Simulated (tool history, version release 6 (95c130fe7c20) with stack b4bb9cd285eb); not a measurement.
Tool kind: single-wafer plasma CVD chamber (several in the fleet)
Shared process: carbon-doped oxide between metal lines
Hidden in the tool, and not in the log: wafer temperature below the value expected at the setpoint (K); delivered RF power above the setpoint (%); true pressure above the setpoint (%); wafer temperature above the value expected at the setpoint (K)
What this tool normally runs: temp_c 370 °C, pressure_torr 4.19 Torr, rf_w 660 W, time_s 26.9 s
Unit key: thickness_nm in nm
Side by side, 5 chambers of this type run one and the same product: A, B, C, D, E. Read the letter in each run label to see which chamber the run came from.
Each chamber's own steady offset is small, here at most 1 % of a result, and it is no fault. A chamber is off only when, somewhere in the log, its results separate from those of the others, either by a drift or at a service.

run	hour	temp_c	pressure_torr	rf_w	time_s	hours since the last thermocouple change	hours since the last RF generator calibration	hours since the last manometer calibration	read-back reference wafer on the same gauge, thickness_nm	thickness_nm
1E	9.1	370	4.19	660	26.9	835.3	136.2	347	141.99	151.56
2C	18.6	370	4.19	660	26.9	1026.6	746.2	1185.8	142.05	152.03
3D	31.1	370	4.19	660	26.9	308.9	359.8	1706.5	142.06	152.86
4B	44.8	370	4.19	660	26.9	1135.3	1122	1181.6	142.12	152.02
5A	58.7	370	4.19	660	26.9	956.7	978.9	1751.3	142.08	150.61
# hour 61.9: chamber A: capacitance manometer re-zeroed and calibrated
6A	72	370	4.19	660	26.9	970	992.2	10.1	142.17	151.07
7D	84.3	370	4.19	660	26.9	362.1	413	1759.7	142.13	153.57
8C	96.4	370	4.19	660	26.9	1104.4	824	1263.6	142.17	152.33
9E	105	370	4.19	660	26.9	931.2	232.1	442.9	142.23	151.62
10B	117.1	370	4.19	660	26.9	1207.6	1194.3	1253.9	142.26	152.46
11C	125.2	375	4.19	660	30.8	1133.2	852.8	1292.4	142.29	171.86
12D	134.1	375	4.19	660	30.8	411.9	462.8	1809.5	142.29	173.03
13B	148.5	375	4.19	660	30.8	1239	1225.7	1285.3	142.3	172.06
14A	157.4	375	4.19	660	30.8	1055.4	1077.6	95.5	142.3	170.26
15E	164.4	375	4.19	660	30.8	990.6	291.5	502.3	142.33	171.3
16D	177.8	370	4.19	660	26.9	455.6	506.5	1853.2	142.38	153.18
17C	189.1	370	4.19	660	26.9	1197.1	916.7	1356.3	142.38	152.2
18B	198.9	370	4.19	660	26.9	1289.4	1276.1	1335.7	142.39	151.95
19A	212.6	370	4.19	660	26.9	1110.6	1132.8	150.7	142.41	150.87
# hour 217.2: chamber D: capacitance manometer re-zeroed and calibrated
20E	220.6	370	4.19	660	26.9	1046.8	347.7	558.5	142.45	151.85
21B	227.9	370	4.19	660	26.9	1318.4	1305.1	1364.7	142.44	152.5
22E	237.4	370	4.19	660	26.9	1063.6	364.5	575.3	142.47	151.78
23D	249	370	4.19	660	26.9	526.8	577.7	31.9	142.45	153.5
24C	259.2	370	4.19	660	26.9	1267.2	986.8	1426.4	142.5	152.58
25A	273.4	370	4.19	660	26.9	1171.4	1193.6	211.5	142.57	151.45
26E	284	370	4.19	660	26.9	1110.2	411.1	621.9	142.54	151.95
27A	291.1	370	3.31	660	26.9	1189.1	1211.3	229.2	142.63	147.33
28C	299.2	370	3.31	660	26.9	1307.2	1026.8	1466.4	142.57	148.69
29D	313.7	370	3.31	660	26.9	591.5	642.4	96.6	142.63	149.09
30B	328.4	370	3.31	660	26.9	1418.9	1405.6	1465.2	142.66	148.29
31D	339.1	370	3.31	660	26.9	616.9	667.8	122	142.58	149.26
32E	350.8	370	4.19	660	26.9	1177	477.9	688.7	142.67	152.34
33B	358.2	370	4.19	660	26.9	1448.7	1435.4	1495	142.74	153
34A	366.8	370	4.19	660	26.9	1264.8	1287	304.9	142.63	151.9
35C	373.8	370	4.19	660	26.9	1381.8	1101.4	1541	142.72	153
36C	387.6	370	4.19	660	26.9	1395.6	1115.2	1554.8	142.77	153.15
37A	397.5	370	4.19	660	26.9	1295.5	1317.7	335.6	142.69	151.47
38D	405.6	370	4.19	660	26.9	683.4	734.3	188.5	142.71	153.41
# hour 410.4: chamber E: thermocouple changed; heater temperature recalibrated
39B	418	370	4.19	660	26.9	1508.5	1495.2	1554.8	142.8	152.78
40E	432	370	4.19	660	26.9	21.6	559.1	769.9	142.82	152.48
41A	443.5	385	4.19	705	26.9	1341.5	1363.7	381.6	142.91	152.94
42C	450.3	385	4.19	705	26.9	1458.3	1177.9	1617.5	142.85	153.97
43D	462.1	385	4.19	705	26.9	739.9	790.8	245	142.92	155.23
44B	476.7	385	4.19	705	26.9	1567.2	1553.9	1613.5	142.89	154.63

Is one chamber off against the others, does the gauge drift, or is nothing wrong? If a chamber is off, say which, and what the likeliest cause is.

The gauge drifts, so all chambers seem to drift together. No chamber is off.
Likeliest cause: gauge reads high (%) = 0.658.
